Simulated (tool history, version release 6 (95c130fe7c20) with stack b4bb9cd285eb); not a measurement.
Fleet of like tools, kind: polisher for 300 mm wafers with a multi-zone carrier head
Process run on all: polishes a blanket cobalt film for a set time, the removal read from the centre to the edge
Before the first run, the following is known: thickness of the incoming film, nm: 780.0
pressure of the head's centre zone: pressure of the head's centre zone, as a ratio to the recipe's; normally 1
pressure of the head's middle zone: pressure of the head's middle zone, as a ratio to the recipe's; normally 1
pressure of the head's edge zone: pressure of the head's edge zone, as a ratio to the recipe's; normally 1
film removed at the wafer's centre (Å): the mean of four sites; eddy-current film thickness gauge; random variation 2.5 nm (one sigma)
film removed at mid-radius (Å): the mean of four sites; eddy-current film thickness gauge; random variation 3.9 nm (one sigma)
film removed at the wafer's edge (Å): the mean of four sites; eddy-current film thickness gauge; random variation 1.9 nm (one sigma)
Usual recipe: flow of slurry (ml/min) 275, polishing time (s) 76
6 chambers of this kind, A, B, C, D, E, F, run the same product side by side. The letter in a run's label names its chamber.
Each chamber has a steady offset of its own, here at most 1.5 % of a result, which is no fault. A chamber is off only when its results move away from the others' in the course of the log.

| run | hour | flow of slurry (ml/min) | pressure of the head's centre zone | pressure of the head's middle zone | pressure of the head's edge zone | polishing time (s) | film removed at the wafer's centre (Å) | film removed at mid-radius (Å) | film removed at the wafer's edge (Å) |
|---|---|---|---|---|---|---|---|---|---|
|  | 1.1 | chamber D: worn pad replaced by a new one |
|  | 3.2 | chamber C: worn pad replaced by a new one |
| 1F | 5.8 | 275 | 1 | 1 | 1 | 76 | 2893.8 | 2868.4 | 2852.9 |
|  | 10.8 | chamber A: slurry nozzle cleaned |
|  | 11.2 | chamber F: worn pad replaced by a new one |
| 2C | 12.2 | 275 | 1 | 1 | 1 | 76 | 2883 | 2828 | 2838.8 |
| 3D | 17.9 | 275 | 1 | 1 | 1 | 76 | 2918 | 2854.7 | 2838.1 |
|  | 24.2 | chamber F: centre zone pressure recalibrated |
|  | 24.6 | chamber A: worn pad replaced by a new one |
| 4A | 26.2 | 275 | 1 | 1 | 1 | 76 | 2846.7 | 2866.9 | 2832.7 |
|  | 33.4 | chamber E: worn pad replaced by a new one |
| 5B | 33.8 | 275 | 1 | 1 | 1 | 76 | 2842.9 | 2829.6 | 2849.3 |
| 6E | 37.6 | 275 | 1 | 1 | 1 | 76 | 2855.4 | 2831.6 | 2860 |
| 7D | 44.1 | 275 | 1 | 1 | 1 | 76 | 2845.2 | 2833 | 2840.1 |
|  | 50.6 | chamber B: worn pad replaced by a new one |
| 8C | 51.3 | 275 | 1 | 1 | 1 | 76 | 2872.2 | 2838.1 | 2834.3 |
|  | 52 | chamber C: centre zone pressure recalibrated |
| 9E | 57 | 365 | 1 | 1 | 1.06 | 76 | 2874 | 2964.5 | 2971.2 |
| 10F | 65.1 | 365 | 1 | 1 | 1.06 | 76 | 2931.6 | 2939.6 | 2956.3 |
| 11A | 72.8 | 365 | 1 | 1 | 1.06 | 76 | 2904.3 | 2856.7 | 3006.2 |
|  | 73.1 | chamber E: slurry nozzle cleaned |
| 12B | 77.9 | 365 | 1 | 1 | 1.06 | 76 | 2905.1 | 2936.2 | 2954.7 |
| 13E | 85.4 | 365 | 1 | 1 | 1.06 | 76 | 2915.5 | 2965.3 | 2993.6 |
|  | 91.3 | chamber D: worn pad replaced by a new one |
| 14D | 91.3 | 365 | 1 | 1 | 1.06 | 76 | 2935.6 | 2977.2 | 3016.7 |
|  | 93.8 | chamber C: worn pad replaced by a new one |
| 15A | 98.5 | 275 | 1 | 1 | 1 | 76 | 2843.5 | 2879.5 | 2850.5 |
| 16F | 105.8 | 275 | 1 | 1 | 1 | 76 | 2834.6 | 2811 | 2866.5 |
|  | 106.4 | chamber E: worn pad replaced by a new one |
| 17C | 113.3 | 275 | 1 | 1 | 1 | 76 | 2853.5 | 2769.7 | 2835 |
| 18B | 120.4 | 275 | 1 | 1 | 1 | 76 | 2838 | 2772.4 | 2788.4 |
|  | 120.5 | chamber A: worn pad replaced by a new one |
| 19F | 127.2 | 275 | 1 | 1 | 1 | 76 | 2900 | 2900.4 | 2854 |
| 20A | 132.1 | 275 | 0.94 | 0.95 | 1 | 76 | 2623.9 | 2686.2 | 2845.5 |
| 21D | 138.5 | 275 | 0.94 | 0.95 | 1 | 76 | 2668.9 | 2751.4 | 2852.5 |
|  | 140 | chamber C: edge zone pressure recalibrated |
| 22B | 144.8 | 275 | 0.94 | 0.95 | 1 | 76 | 2616.9 | 2591.2 | 2771.2 |
| 23C | 151.9 | 275 | 0.94 | 0.95 | 1 | 76 | 2629.8 | 2692.4 | 2872.3 |
| 24E | 157.3 | 275 | 0.94 | 0.95 | 1 | 76 | 2667 | 2763.5 | 2845 |
| 25B | 164.8 | 275 | 0.94 | 0.95 | 1 | 76 | 2562.1 | 2622.1 | 2754.3 |
| 26F | 170.5 | 275 | 1 | 1 | 1 | 76 | 2824.7 | 2821.9 | 2815.1 |
|  | 173.7 | chamber D: worn pad replaced by a new one |
|  | 175.5 | chamber F: worn pad replaced by a new one |
|  | 177.3 | chamber E: worn pad replaced by a new one |
|  | 177.3 | chamber B: worn pad replaced by a new one |
| 27A | 177.9 | 275 | 1 | 1 | 1 | 76 | 2813.6 | 2928.5 | 2816.8 |
|  | 179.9 | chamber F: slurry nozzle cleaned |
| 28E | 182.9 | 275 | 1 | 1 | 1 | 64 | 2383.3 | 2380.4 | 2380.2 |
| 29D | 187.3 | 275 | 1 | 1 | 1 | 64 | 2373.8 | 2432.7 | 2387.6 |
|  | 191.4 | chamber C: worn pad replaced by a new one |
| 30C | 193.5 | 275 | 1 | 1 | 1 | 64 | 2421.8 | 2386.6 | 2392.1 |
| 31F | 198.8 | 275 | 1 | 1 | 1 | 64 | 2420.1 | 2400.4 | 2374.3 |
| 32A | 203.9 | 275 | 1 | 1 | 1 | 64 | 2358.4 | 2411.2 | 2405.1 |
| 33B | 211 | 275 | 1 | 1 | 1 | 64 | 2332.3 | 2271 | 2327.1 |
| 34D | 217.5 | 275 | 1 | 1 | 1 | 76 | 2894.3 | 2864.5 | 2856.3 |
| 35E | 221.1 | 275 | 1 | 1 | 1 | 76 | 2857.6 | 2836 | 2811.5 |
| 36C | 227 | 275 | 1 | 1 | 1 | 76 | 2873.8 | 2857.1 | 2851 |

Each of the 6 chambers runs these same settings next. Fill in every chamber's results:
| 37A | 233 | 275 | 1 | 1 | 1 | 76 | ? | ? | ? |
| 37B | 233 | 275 | 1 | 1 | 1 | 76 | ? | ? | ? |
| 37C | 233 | 275 | 1 | 1 | 1 | 76 | ? | ? | ? |
| 37D | 233 | 275 | 1 | 1 | 1 | 76 | ? | ? | ? |
| 37E | 233 | 275 | 1 | 1 | 1 | 76 | ? | ? | ? |
| 37F | 233 | 275 | 1 | 1 | 1 | 76 | ? | ? | ? |

| run | film removed at the wafer's centre (Å) | film removed at mid-radius (Å) | film removed at the wafer's edge (Å) |
|---|---|---|---|
| 37A | 2847.9 | 2883.3 | 2805.1 |
| 37B | 2713.3 | 2736.8 | 2748.4 |
| 37C | 2861.3 | 2851.3 | 2862.3 |
| 37D | 2809.7 | 2859.1 | 2844.4 |
| 37E | 2814.8 | 2919.4 | 2816.6 |
| 37F | 2853 | 2851.7 | 2841.2 |
